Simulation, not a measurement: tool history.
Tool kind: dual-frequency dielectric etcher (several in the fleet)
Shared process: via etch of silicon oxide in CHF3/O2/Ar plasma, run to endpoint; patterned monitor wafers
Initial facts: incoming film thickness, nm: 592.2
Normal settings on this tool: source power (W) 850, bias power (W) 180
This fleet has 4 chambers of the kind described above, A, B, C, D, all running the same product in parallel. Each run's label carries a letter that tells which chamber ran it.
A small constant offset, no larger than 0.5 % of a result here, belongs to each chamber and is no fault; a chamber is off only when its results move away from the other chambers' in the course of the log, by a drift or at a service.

run,day,source power (W),bias power (W),endpoint time (s)
1C,0.342,850,180,263.27
2D,0.667,850,180,261.55
3A,1.054,850,180,261.44
4B,1.696,850,180,260.88
# day 1.983: chamber A: wet clean of the chamber
# day 2.250: chamber C: source power generator calibrated
5B,2.300,850,180,263.73
6D,2.817,850,180,261.79
7C,3.188,850,180,260.60
8A,3.729,930,146,269.34
9C,4.071,930,146,274.13
10D,4.425,930,146,269.52
11A,4.962,930,146,270.91
12B,5.321,850,180,263.06
13C,5.642,850,180,262.23
14B,6.162,650,165,300.86
15D,6.612,650,165,295.22
16A,7.129,650,165,295.38
17D,7.708,650,165,293.31
18B,8.346,850,180,262.66
19C,8.779,850,180,263.86
# day 9.133: chamber D: bias power generator calibrated
20A,9.383,850,180,260.47
21A,9.750,670,207,269.37
22B,10.058,670,207,276.78
# day 10.588: chamber C: wet clean of the chamber
23C,10.621,670,207,274.40
24D,10.971,670,207,267.43
25A,11.342,850,180,262.25
26B,11.683,850,180,261.40
27C,12.250,850,180,263.06
28D,12.812,850,180,258.39
29C,13.388,850,180,261.25
30B,13.946,850,180,260.04
# day 14.029: chamber B: wet clean of the chamber
31D,14.354,850,180,254.01
32A,14.833,850,180,259.40
33C,15.354,850,180,263.59
34B,15.879,850,180,263.57
35A,16.296,850,197,253.89
36D,16.762,850,197,247.92
37C,17.283,850,197,256.28
38B,17.721,850,197,254.03

Decide between three cases: one chamber stands off from its peers, the gauge reading all wafers drifts, or nothing is wrong past each chamber's small offset. Where a chamber is off, say which and what most likely put it there.

Chamber D drifts away from the others.
Likeliest cause: etch rate over this chamber's usual, % = 3.31.

Chamber D could run next with any of the 4 candidate recipes listed below; each alters the usual settings, and their results appear as question marks. Which one brings its results back in line with what the other chambers deliver on the usual settings?
A result is in line if it is within this distance of the other chambers' mean on the usual settings: endpoint time (s) 5.30
39D-1,18.183,690,180,?
39D-2,18.183,930,180,?
39D-3,18.183,810,172,?
39D-4,18.183,940,197,?

The mean the other chambers reach with the usual settings: endpoint time (s) 262.11
run,endpoint time (s)
39D-1,274.63
39D-2,245.29
39D-3,262.41
39D-4,237.09
With 39D-3, the chamber falls back in line with the rest.
